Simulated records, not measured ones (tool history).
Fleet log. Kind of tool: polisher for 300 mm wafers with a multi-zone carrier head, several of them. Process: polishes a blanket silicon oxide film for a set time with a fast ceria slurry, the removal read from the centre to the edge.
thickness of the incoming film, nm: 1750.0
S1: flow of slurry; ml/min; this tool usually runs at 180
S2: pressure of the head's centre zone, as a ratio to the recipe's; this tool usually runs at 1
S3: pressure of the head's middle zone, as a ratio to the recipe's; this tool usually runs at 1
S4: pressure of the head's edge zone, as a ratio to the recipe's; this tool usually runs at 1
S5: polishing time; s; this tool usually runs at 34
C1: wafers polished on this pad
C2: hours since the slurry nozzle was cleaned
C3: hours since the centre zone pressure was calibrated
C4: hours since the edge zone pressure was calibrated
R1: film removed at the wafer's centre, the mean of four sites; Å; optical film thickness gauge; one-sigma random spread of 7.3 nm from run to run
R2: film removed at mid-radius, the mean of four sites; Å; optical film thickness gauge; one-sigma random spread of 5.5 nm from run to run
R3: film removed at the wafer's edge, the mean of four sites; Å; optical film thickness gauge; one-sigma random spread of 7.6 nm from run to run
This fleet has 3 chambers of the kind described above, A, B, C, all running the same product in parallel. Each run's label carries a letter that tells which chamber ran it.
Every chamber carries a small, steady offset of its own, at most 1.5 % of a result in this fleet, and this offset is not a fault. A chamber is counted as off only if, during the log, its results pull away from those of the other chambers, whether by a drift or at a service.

{"run": "1B", "day": 0.258, "S1": 180, "S2": 1, "S3": 1, "S4": 1, "S5": 34, "C1": 752, "C2": 145.6, "C3": 863.2, "C4": 829.6, "R1": 5057.1, "R2": 5210.3, "R3": 5245.8}
{"run": "2A", "day": 0.554, "S1": 180, "S2": 1, "S3": 1, "S4": 1, "S5": 34, "C1": 605, "C2": 244.8, "C3": 925.1, "C4": 738.8, "R1": 5289.7, "R2": 5301.5, "R3": 5258.8}
{"day": 0.608, "done": "chamber B: worn pad replaced by a new one"}
{"run": "3C", "day": 0.808, "S1": 180, "S2": 1, "S3": 1, "S4": 1, "S5": 34, "C1": 841, "C2": 572.8, "C3": 673.8, "C4": 792.3, "R1": 5281.4, "R2": 5291.1, "R3": 5368.3}
{"day": 0.95, "done": "chamber C: worn pad replaced by a new one"}
{"day": 0.996, "done": "chamber A: slurry nozzle cleaned"}
{"run": "4A", "day": 1.192, "S1": 180, "S2": 1, "S3": 1, "S4": 1, "S5": 34, "C1": 852, "C2": 4.8, "C3": 940.4, "C4": 754.1, "R1": 5350.7, "R2": 5335.7, "R3": 5248.4}
{"run": "5C", "day": 1.475, "S1": 180, "S2": 1, "S3": 1, "S4": 1, "S5": 34, "C1": 204, "C2": 588.8, "C3": 689.8, "C4": 808.3, "R1": 5235.4, "R2": 5157.6, "R3": 5281.8}
{"day": 1.754, "done": "chamber A: worn pad replaced by a new one"}
{"run": "6B", "day": 1.854, "S1": 180, "S2": 1, "S3": 1, "S4": 1, "S5": 34, "C1": 482, "C2": 183.9, "C3": 901.5, "C4": 867.9, "R1": 5249.5, "R2": 5273.9, "R3": 5237.7}
{"run": "7C", "day": 2.142, "S1": 180, "S2": 1, "S3": 1, "S4": 1, "S5": 34, "C1": 462, "C2": 604.8, "C3": 705.8, "C4": 824.3, "R1": 5042.3, "R2": 5253.9, "R3": 5340.1}
{"run": "8B", "day": 2.404, "S1": 180, "S2": 1, "S3": 1, "S4": 1, "S5": 34, "C1": 695, "C2": 197.1, "C3": 914.7, "C4": 881.1, "R1": 5298.9, "R2": 5142.8, "R3": 5293.6}
{"day": 2.467, "done": "chamber B: worn pad replaced by a new one"}
{"run": "9A", "day": 2.708, "S1": 180, "S2": 1, "S3": 1, "S4": 1, "S5": 34, "C1": 370, "C2": 41.2, "C3": 976.8, "C4": 790.5, "R1": 5225.6, "R2": 5217.5, "R3": 5274.8}
{"run": "10B", "day": 2.992, "S1": 180, "S2": 1, "S3": 1, "S4": 1, "S5": 34, "C1": 203, "C2": 211.2, "C3": 928.8, "C4": 895.2, "R1": 5211.8, "R2": 5232.5, "R3": 5245.1}
{"day": 3.05, "done": "chamber C: worn pad replaced by a new one"}
{"run": "11A", "day": 3.242, "S1": 180, "S2": 1, "S3": 1, "S4": 1, "S5": 34, "C1": 576, "C2": 54, "C3": 989.6, "C4": 803.3, "R1": 5149.2, "R2": 5385.4, "R3": 5229.6}
{"run": "12C", "day": 3.442, "S1": 180, "S2": 1, "S3": 1, "S4": 1, "S5": 34, "C1": 153, "C2": 636, "C3": 737, "C4": 855.5, "R1": 5347.8, "R2": 5184.1, "R3": 5321.3}
{"run": "13C", "day": 3.796, "S1": 135, "S2": 1, "S3": 0.93, "S4": 1, "S5": 34, "C1": 290, "C2": 644.5, "C3": 745.5, "C4": 864, "R1": 4970.5, "R2": 4646.1, "R3": 5176.3}
{"run": "14A", "day": 4.129, "S1": 135, "S2": 1, "S3": 0.93, "S4": 1, "S5": 34, "C1": 920, "C2": 75.3, "C3": 1010.9, "C4": 824.6, "R1": 4875.8, "R2": 4804.8, "R3": 5067.3}
{"run": "15B", "day": 4.367, "S1": 135, "S2": 1, "S3": 0.93, "S4": 1, "S5": 34, "C1": 736, "C2": 244.2, "C3": 961.8, "C4": 928.2, "R1": 5037.3, "R2": 4662.4, "R3": 4921.7}
{"day": 4.642, "done": "chamber B: worn pad replaced by a new one"}
{"run": "16B", "day": 4.75, "S1": 180, "S2": 1, "S3": 1, "S4": 1, "S5": 34, "C1": 42, "C2": 253.4, "C3": 971, "C4": 937.4, "R1": 5306.2, "R2": 5322.4, "R3": 5345}
{"run": "17C", "day": 5.138, "S1": 180, "S2": 1, "S3": 1, "S4": 1, "S5": 34, "C1": 810, "C2": 676.7, "C3": 777.7, "C4": 896.2, "R1": 5211.4, "R2": 5167.9, "R3": 5240.1}
{"day": 5.158, "done": "chamber A: worn pad replaced by a new one"}
{"day": 5.162, "done": "chamber C: worn pad replaced by a new one"}
{"run": "18A", "day": 5.379, "S1": 180, "S2": 1, "S3": 1, "S4": 1, "S5": 34, "C1": 85, "C2": 105.3, "C3": 1040.9, "C4": 854.6, "R1": 5004.8, "R2": 5378, "R3": 5393.9}
{"run": "19B", "day": 5.596, "S1": 180, "S2": 1, "S3": 1, "S4": 1, "S5": 34, "C1": 369, "C2": 273.7, "C3": 991.3, "C4": 957.7, "R1": 5210.7, "R2": 5302.1, "R3": 5158.3}
{"run": "20A", "day": 5.846, "S1": 180, "S2": 1, "S3": 1, "S4": 1, "S5": 34, "C1": 266, "C2": 116.5, "C3": 1052.1, "C4": 865.8, "R1": 4971.1, "R2": 5380.5, "R3": 5291}
{"run": "21C", "day": 6.058, "S1": 180, "S2": 1, "S3": 1, "S4": 1, "S5": 34, "C1": 348, "C2": 698.8, "C3": 799.8, "C4": 918.3, "R1": 5324.7, "R2": 5208.8, "R3": 5293.8}
{"run": "22B", "day": 6.3, "S1": 180, "S2": 1, "S3": 1, "S4": 1, "S5": 44, "C1": 642, "C2": 290.6, "C3": 1008.2, "C4": 974.6, "R1": 6822.8, "R2": 6854.6, "R3": 6828.5}
{"day": 6.546, "done": "chamber C: centre zone pressure recalibrated"}
{"run": "23C", "day": 6.554, "S1": 180, "S2": 1, "S3": 1, "S4": 1, "S5": 44, "C1": 540, "C2": 710.7, "C3": 0.2, "C4": 930.2, "R1": 6875.9, "R2": 6852.5, "R3": 6963}
{"day": 6.738, "done": "chamber B: worn pad replaced by a new one"}
{"run": "24A", "day": 6.954, "S1": 180, "S2": 1, "S3": 1, "S4": 1, "S5": 44, "C1": 696, "C2": 143.1, "C3": 1078.7, "C4": 892.4, "R1": 6435.9, "R2": 6982, "R3": 6869.3}
{"run": "25A", "day": 7.258, "S1": 125, "S2": 0.9, "S3": 1, "S4": 1, "S5": 34, "C1": 813, "C2": 150.4, "C3": 1086, "C4": 899.7, "R1": 4030.4, "R2": 4910.2, "R3": 5050}
{"run": "26B", "day": 7.658, "S1": 125, "S2": 0.9, "S3": 1, "S4": 1, "S5": 34, "C1": 356, "C2": 323.2, "C3": 1040.8, "C4": 1007.2, "R1": 4407.2, "R2": 4934.9, "R3": 4974.1}
{"day": 7.871, "done": "chamber C: worn pad replaced by a new one"}
{"run": "27C", "day": 7.967, "S1": 125, "S2": 0.9, "S3": 1, "S4": 1, "S5": 34, "C1": 37, "C2": 744.6, "C3": 34.1, "C4": 964.1, "R1": 4221.6, "R2": 4878.7, "R3": 5009.6}
{"run": "28C", "day": 8.283, "S1": 180, "S2": 1, "S3": 1, "S4": 1, "S5": 34, "C1": 159, "C2": 752.2, "C3": 41.7, "C4": 971.7, "R1": 5317.5, "R2": 5268.6, "R3": 5232.4}

Is one chamber off against the others, does the gauge drift, or is nothing wrong? If a chamber is off, say which, and what the likeliest cause is.

Little by little, chamber A moves away from the other chambers.
Likeliest cause: centre zone's pressure below its setpoint, % = 8.31.

Which of the 4 candidates below, each the usual settings with something changed and its results left as question marks, puts chamber A back in line with what the other chambers give on the usual settings?
A result is in line if it is within this distance of the other chambers' mean on the usual settings: R1 250 Å; R2 190 Å; R3 270 Å
{"run": "29A-1", "day": 8.575, "S1": 175, "S2": 0.93, "S3": 1.02, "S4": 1.02, "S5": 34, "R1": "?", "R2": "?", "R3": "?"}
{"run": "29A-2", "day": 8.575, "S1": 170, "S2": 0.86, "S3": 1.05, "S4": 1.03, "S5": 34, "R1": "?", "R2": "?", "R3": "?"}
{"run": "29A-3", "day": 8.575, "S1": 185, "S2": 1.07, "S3": 0.98, "S4": 0.98, "S5": 34, "R1": "?", "R2": "?", "R3": "?"}
{"run": "29A-4", "day": 8.575, "S1": 190, "S2": 1.14, "S3": 0.95, "S4": 0.97, "S5": 34, "R1": "?", "R2": "?", "R3": "?"}

Mean of the other chambers on the usual settings: R1 5273.2 Å; R2 5251 Å; R3 5286.3 Å
run=29A-1 R1=4450.4 R2=5407.5 R3=5384.7
run=29A-2 R1=4051.5 R2=5530.6 R3=5390.9
run=29A-3 R1=5256.5 R2=5253.6 R3=5311
run=29A-4 R1=5662.7 R2=5123.5 R3=5301.4
With 29A-3, the chamber falls back in line with the rest.
